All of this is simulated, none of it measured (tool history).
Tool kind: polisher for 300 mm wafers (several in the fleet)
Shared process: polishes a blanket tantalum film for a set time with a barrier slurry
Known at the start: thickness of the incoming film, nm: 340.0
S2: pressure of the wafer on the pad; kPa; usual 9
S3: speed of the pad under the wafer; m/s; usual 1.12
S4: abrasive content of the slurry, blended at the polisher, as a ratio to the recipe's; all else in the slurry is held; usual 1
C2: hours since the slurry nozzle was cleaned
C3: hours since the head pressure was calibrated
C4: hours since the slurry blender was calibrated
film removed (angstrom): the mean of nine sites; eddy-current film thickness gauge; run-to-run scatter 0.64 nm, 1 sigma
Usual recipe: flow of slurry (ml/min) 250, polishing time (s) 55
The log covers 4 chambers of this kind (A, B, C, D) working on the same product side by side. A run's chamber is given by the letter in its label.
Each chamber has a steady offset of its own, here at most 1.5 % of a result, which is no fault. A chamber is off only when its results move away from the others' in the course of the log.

-- hour=8.2 chamber B: slurry blender recalibrated
run 1C hour=9.7 | flow_of_slurry_(ml/min)=250 S2=9 S3=1.12 S4=1 polishing_time_(s)=55 | wafers_polished_on_this_pad=685 C2=123.1 C3=307.3 C4=18.9 | film_removed_(angstrom)=795.26
-- hour=18 chamber D: slurry blender recalibrated
-- hour=19.9 chamber C: worn pad replaced by a new one
run 2A hour=20.1 | flow_of_slurry_(ml/min)=250 S2=9 S3=1.12 S4=1 polishing_time_(s)=55 | wafers_polished_on_this_pad=995 C2=39.9 C3=518.4 C4=52.5 | film_removed_(angstrom)=797.33
-- hour=21.9 chamber A: worn pad replaced by a new one
run 3B hour=28.9 | flow_of_slurry_(ml/min)=250 S2=9 S3=1.12 S4=1 polishing_time_(s)=55 | wafers_polished_on_this_pad=706 C2=402.1 C3=520.9 C4=20.7 | film_removed_(angstrom)=783.44
-- hour=35.6 chamber D: worn pad replaced by a new one
run 4D hour=41.6 | flow_of_slurry_(ml/min)=250 S2=9 S3=1.12 S4=1 polishing_time_(s)=55 | wafers_polished_on_this_pad=71 C2=543.3 C3=327.3 C4=23.6 | film_removed_(angstrom)=773.11
-- hour=47.1 chamber B: worn pad replaced by a new one
run 5C hour=51 | flow_of_slurry_(ml/min)=250 S2=9 S3=1.12 S4=1 polishing_time_(s)=55 | wafers_polished_on_this_pad=368 C2=164.4 C3=348.6 C4=60.2 | film_removed_(angstrom)=790.45
run 6A hour=64.7 | flow_of_slurry_(ml/min)=250 S2=9 S3=1.12 S4=1 polishing_time_(s)=55 | wafers_polished_on_this_pad=506 C2=84.5 C3=563 C4=97.1 | film_removed_(angstrom)=786.89
run 7B hour=74.5 | flow_of_slurry_(ml/min)=250 S2=9 S3=0.84 S4=1 polishing_time_(s)=55 | wafers_polished_on_this_pad=324 C2=447.7 C3=566.5 C4=66.3 | film_removed_(angstrom)=596.42
run 8D hour=84.6 | flow_of_slurry_(ml/min)=250 S2=9 S3=0.84 S4=1 polishing_time_(s)=55 | wafers_polished_on_this_pad=580 C2=586.3 C3=370.3 C4=66.6 | film_removed_(angstrom)=582.73
-- hour=85.3 chamber C: worn pad replaced by a new one
run 9B hour=92.2 | flow_of_slurry_(ml/min)=250 S2=9 S3=0.84 S4=1 polishing_time_(s)=55 | wafers_polished_on_this_pad=534 C2=465.4 C3=584.2 C4=84 | film_removed_(angstrom)=591.3
run 10A hour=100.7 | flow_of_slurry_(ml/min)=250 S2=9 S3=0.84 S4=1 polishing_time_(s)=55 | wafers_polished_on_this_pad=931 C2=120.5 C3=599 C4=133.1 | film_removed_(angstrom)=603.55
-- hour=102.6 chamber A: worn pad replaced by a new one
-- hour=112 chamber B: worn pad replaced by a new one
-- hour=112.9 chamber D: worn pad replaced by a new one
run 11D hour=113.3 | flow_of_slurry_(ml/min)=250 S2=9 S3=1.12 S4=1 polishing_time_(s)=55 | wafers_polished_on_this_pad=5 C2=615 C3=399 C4=95.3 | film_removed_(angstrom)=766.09
-- hour=122.9 chamber A: head pressure recalibrated
run 12C hour=126.6 | flow_of_slurry_(ml/min)=280 S2=9 S3=1.12 S4=1 polishing_time_(s)=55 | wafers_polished_on_this_pad=488 C2=240 C3=424.2 C4=135.8 | film_removed_(angstrom)=808.56
run 13D hour=140.1 | flow_of_slurry_(ml/min)=280 S2=9 S3=1.12 S4=1 polishing_time_(s)=55 | wafers_polished_on_this_pad=322 C2=641.8 C3=425.8 C4=122.1 | film_removed_(angstrom)=785.26
run 14B hour=148.2 | flow_of_slurry_(ml/min)=280 S2=9 S3=1.12 S4=1 polishing_time_(s)=55 | wafers_polished_on_this_pad=428 C2=521.4 C3=640.2 C4=140 | film_removed_(angstrom)=792.31
-- hour=152.9 chamber C: worn pad replaced by a new one
run 15A hour=156.6 | flow_of_slurry_(ml/min)=280 S2=9 S3=1.12 S4=1 polishing_time_(s)=55 | wafers_polished_on_this_pad=638 C2=176.4 C3=33.8 C4=189 | film_removed_(angstrom)=853.63
-- hour=163.7 chamber D: slurry blender recalibrated
run 16C hour=165.4 | flow_of_slurry_(ml/min)=250 S2=9 S3=1.12 S4=1 polishing_time_(s)=55 | wafers_polished_on_this_pad=148 C2=278.8 C3=463 C4=174.6 | film_removed_(angstrom)=793.37
-- hour=166.6 chamber A: worn pad replaced by a new one
run 17D hour=172.4 | flow_of_slurry_(ml/min)=250 S2=9 S3=1.12 S4=1 polishing_time_(s)=55 | wafers_polished_on_this_pad=704 C2=674.1 C3=458.1 C4=8.7 | film_removed_(angstrom)=780.96
run 18A hour=182.3 | flow_of_slurry_(ml/min)=250 S2=9 S3=1.12 S4=1 polishing_time_(s)=55 | wafers_polished_on_this_pad=186 C2=202.1 C3=59.5 C4=214.7 | film_removed_(angstrom)=868.62
run 19B hour=190.3 | flow_of_slurry_(ml/min)=250 S2=9 S3=0.8 S4=1 polishing_time_(s)=55 | wafers_polished_on_this_pad=926 C2=563.5 C3=682.3 C4=182.1 | film_removed_(angstrom)=556.9
-- hour=196.2 chamber B: worn pad replaced by a new one
run 20C hour=199.6 | flow_of_slurry_(ml/min)=250 S2=9 S3=0.8 S4=1 polishing_time_(s)=55 | wafers_polished_on_this_pad=553 C2=313 C3=497.2 C4=208.8 | film_removed_(angstrom)=565.8
run 21A hour=206.9 | flow_of_slurry_(ml/min)=250 S2=9 S3=0.8 S4=1 polishing_time_(s)=55 | wafers_polished_on_this_pad=477 C2=226.7 C3=84.1 C4=239.3 | film_removed_(angstrom)=621.84
-- hour=207.8 chamber D: slurry nozzle cleaned
-- hour=210.7 chamber D: worn pad replaced by a new one
run 22D hour=215.6 | flow_of_slurry_(ml/min)=250 S2=9 S3=0.8 S4=1 polishing_time_(s)=55 | wafers_polished_on_this_pad=58 C2=7.9 C3=501.3 C4=51.9 | film_removed_(angstrom)=556.82
run 23B hour=224 | flow_of_slurry_(ml/min)=250 S2=9 S3=1.12 S4=1 polishing_time_(s)=55 | wafers_polished_on_this_pad=329 C2=597.2 C3=716 C4=215.8 | film_removed_(angstrom)=776.83
run 24C hour=236.8 | flow_of_slurry_(ml/min)=250 S2=9 S3=1.12 S4=1 polishing_time_(s)=55 | wafers_polished_on_this_pad=993 C2=350.2 C3=534.4 C4=246 | film_removed_(angstrom)=787.09
-- hour=237.5 chamber C: worn pad replaced by a new one
-- hour=243.3 chamber A: worn pad replaced by a new one
run 25B hour=244.9 | flow_of_slurry_(ml/min)=250 S2=9 S3=1.12 S4=1 polishing_time_(s)=55 | wafers_polished_on_this_pad=576 C2=618.1 C3=736.9 C4=236.7 | film_removed_(angstrom)=783.8
-- hour=254.8 chamber B: slurry nozzle cleaned
run 26C hour=257.6 | flow_of_slurry_(ml/min)=250 S2=9 S3=1.12 S4=1 polishing_time_(s)=55 | wafers_polished_on_this_pad=237 C2=371 C3=555.2 C4=266.8 | film_removed_(angstrom)=792.45
-- hour=260.6 chamber A: slurry blender recalibrated
run 27A hour=266.8 | flow_of_slurry_(ml/min)=250 S2=9 S3=1.12 S4=1 polishing_time_(s)=55 | wafers_polished_on_this_pad=278 C2=286.6 C3=144 C4=6.2 | film_removed_(angstrom)=857.3
-- hour=270.7 chamber B: worn pad replaced by a new one
run 28D hour=273.2 | flow_of_slurry_(ml/min)=250 S2=9 S3=1.12 S4=1 polishing_time_(s)=55 | wafers_polished_on_this_pad=739 C2=65.5 C3=558.9 C4=109.5 | film_removed_(angstrom)=771.85
-- hour=284.7 chamber D: slurry blender recalibrated
run 29B hour=286.2 | flow_of_slurry_(ml/min)=250 S2=9 S3=1.12 S4=1 polishing_time_(s)=40 | wafers_polished_on_this_pad=184 C2=31.5 C3=778.2 C4=278 | film_removed_(angstrom)=564.83
run 30C hour=300 | flow_of_slurry_(ml/min)=250 S2=9 S3=1.12 S4=1 polishing_time_(s)=40 | wafers_polished_on_this_pad=739 C2=413.4 C3=597.6 C4=309.2 | film_removed_(angstrom)=580.1
-- hour=311.1 chamber D: worn pad replaced by a new one
run 31A hour=312.6 | flow_of_slurry_(ml/min)=250 S2=9 S3=1.12 S4=1 polishing_time_(s)=40 | wafers_polished_on_this_pad=820 C2=332.4 C3=189.8 C4=52 | film_removed_(angstrom)=624.13
-- hour=323.3 chamber C: worn pad replaced by a new one
-- hour=323.7 chamber A: worn pad replaced by a new one
run 32D hour=324.8 | flow_of_slurry_(ml/min)=250 S2=9 S3=1.12 S4=1 polishing_time_(s)=40 | wafers_polished_on_this_pad=163 C2=117.1 C3=610.5 C4=40.2 | film_removed_(angstrom)=560.78
run 33C hour=333.9 | flow_of_slurry_(ml/min)=250 S2=9 S3=1.12 S4=1 polishing_time_(s)=55 | wafers_polished_on_this_pad=125 C2=447.3 C3=631.5 C4=343.1 | film_removed_(angstrom)=787
run 34D hour=346.4 | flow_of_slurry_(ml/min)=250 S2=9 S3=1.12 S4=1 polishing_time_(s)=55 | wafers_polished_on_this_pad=418 C2=138.7 C3=632.1 C4=61.8 | film_removed_(angstrom)=771.75
-- hour=350.6 chamber B: worn pad replaced by a new one
run 35B hour=355.8 | flow_of_slurry_(ml/min)=250 S2=9 S3=1.12 S4=1 polishing_time_(s)=55 | wafers_polished_on_this_pad=62 C2=101.1 C3=847.8 C4=347.6 | film_removed_(angstrom)=781.29
run 36A hour=364.9 | flow_of_slurry_(ml/min)=250 S2=9 S3=1.12 S4=1 polishing_time_(s)=55 | wafers_polished_on_this_pad=488 C2=384.7 C3=242.1 C4=104.3 | film_removed_(angstrom)=856.47
run 37A hour=376 | flow_of_slurry_(ml/min)=250 S2=9 S3=1.12 S4=1 polishing_time_(s)=55 | wafers_polished_on_this_pad=619 C2=395.8 C3=253.2 C4=115.4 | film_removed_(angstrom)=854.13

Is one chamber out of step, is the gauge drifting, or do the chambers differ by no more than their own small offsets? For an off chamber, give its letter and the likeliest cause.

A service left chamber A off against the others.
Likeliest cause: head's pressure above its setpoint, % = 8.91.

Below are 4 candidate recipes for chamber A's next run, each the usual settings with a change, their results shown as question marks. Which of them brings A's results back in line with what the other chambers give on the usual settings?
In line means no further than this from the other chambers' mean on the usual settings: film removed (angstrom) 22
run 38A-1 hour=385.9 | flow_of_slurry_(ml/min)=255 S2=9 S3=1.24 S4=1 polishing_time_(s)=60 | film_removed_(angstrom)=?
run 38A-2 hour=385.9 | flow_of_slurry_(ml/min)=250 S2=9 S3=1.06 S4=1 polishing_time_(s)=53 | film_removed_(angstrom)=?
run 38A-3 hour=385.9 | flow_of_slurry_(ml/min)=250 S2=9 S3=1.18 S4=1 polishing_time_(s)=57 | film_removed_(angstrom)=?
run 38A-4 hour=385.9 | flow_of_slurry_(ml/min)=250 S2=9 S3=1.12 S4=1 polishing_time_(s)=45 | film_removed_(angstrom)=?

Other chambers, usual settings, mean: film removed (angstrom) 782.51
run=38A-1 film_removed_(angstrom)=1040.3
run=38A-2 film_removed_(angstrom)=784.02
run=38A-3 film_removed_(angstrom)=938.49
run=38A-4 film_removed_(angstrom)=703.3
38A-2 is the one that brings the chamber's results back in line with the other chambers.
